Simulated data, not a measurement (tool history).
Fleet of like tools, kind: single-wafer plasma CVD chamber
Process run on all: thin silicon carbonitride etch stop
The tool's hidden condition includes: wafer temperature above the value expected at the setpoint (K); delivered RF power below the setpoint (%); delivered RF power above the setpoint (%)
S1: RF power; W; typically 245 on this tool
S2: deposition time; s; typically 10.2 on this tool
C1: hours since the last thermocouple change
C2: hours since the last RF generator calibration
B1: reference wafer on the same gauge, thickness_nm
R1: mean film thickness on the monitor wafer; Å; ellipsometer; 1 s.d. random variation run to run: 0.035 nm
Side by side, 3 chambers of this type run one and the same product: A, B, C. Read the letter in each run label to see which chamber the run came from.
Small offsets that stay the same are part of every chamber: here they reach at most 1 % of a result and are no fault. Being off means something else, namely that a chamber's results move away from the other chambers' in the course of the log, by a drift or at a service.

run,hour,S1,S2,C1,C2,B1,R1
1B,4.4,245,10.2,623.2,155.6,4.9989,60.826
2C,7.9,245,10.2,1066.4,243.4,4.9973,62.136
3A,12.7,245,10.2,81.9,150.9,4.998,61.578
4A,17.2,245,10.2,86.4,155.4,5.0018,61.637
5B,20.7,245,10.2,639.5,171.9,5.0052,61.247
6C,23.8,270,11.2,1082.3,259.3,4.9971,69.994
7A,26.7,270,11.2,95.9,164.9,5.0005,69.62
8B,31.2,270,11.2,650,182.4,5.0018,69.699
9C,34.1,245,11.9,1092.6,269.6,5.0008,72.125
10C,36.7,245,11.9,1095.2,272.2,5.0001,71.78
11B,39.7,245,11.9,658.5,190.9,5.0061,71.72
12A,44,245,10.2,113.2,182.2,4.9976,61.797
13A,47.1,245,10.2,116.3,185.3,4.99,61.768
14C,51.8,245,10.2,1110.3,287.3,5.0063,62.01
15B,56,245,10.2,674.8,207.2,5.0042,61.246
16C,60.8,245,10.2,1119.3,296.3,5.0002,62.151
17A,62.9,245,10.2,132.1,201.1,5.0039,62.199
18B,67.6,245,10.2,686.4,218.8,5.0029,61.153
19A,70.8,245,10.2,140,209,4.9996,61.736
20B,72.9,245,10.2,691.7,224.1,5.004,61.037
21C,76.5,245,10.2,1135,312,4.9984,61.2
22B,80.1,220,10.2,698.9,231.3,5.0009,59.444
23A,84.4,220,10.2,153.6,222.6,5.003,59.276
24C,87.9,220,10.2,1146.4,323.4,4.9996,60.439
25C,91.7,245,10.2,1150.2,327.2,4.997,62.089
26B,94.6,280,11.8,713.4,245.8,4.9949,73.876
27A,99.2,280,11.8,168.4,237.4,5.0015,74.249
28A,103.6,280,11.8,172.8,241.8,4.9991,73.988
29C,106.7,245,10.2,1165.2,342.2,5.0032,61.258
30B,111.4,245,10.2,730.2,262.6,4.9986,61.431
31A,115.5,225,10.2,184.7,253.7,5.0064,60.174
32C,119.9,225,10.2,1178.4,355.4,4.9989,59.703
33B,123.6,225,10.2,742.4,274.8,4.9969,59.729
34A,128.2,245,8.6,197.4,266.4,4.9998,51.773
35C,132.7,245,8.6,1191.2,368.2,5.0012,52.318
36B,136.7,245,8.6,755.5,287.9,4.992,51.07
37B,139,245,10.2,757.8,290.2,5.005,61.666
38C,142.3,245,10.2,1200.8,377.8,4.9961,61.586
39A,146.9,245,10.2,216.1,285.1,4.9973,62.124

Decide between three cases: one chamber stands off from its peers, the gauge reading all wafers drifts, or nothing is wrong past each chamber's small offset. Where a chamber is off, say which and what most likely put it there.

All chambers stay in line apart from their small fixed offsets, and the gauge does not drift.

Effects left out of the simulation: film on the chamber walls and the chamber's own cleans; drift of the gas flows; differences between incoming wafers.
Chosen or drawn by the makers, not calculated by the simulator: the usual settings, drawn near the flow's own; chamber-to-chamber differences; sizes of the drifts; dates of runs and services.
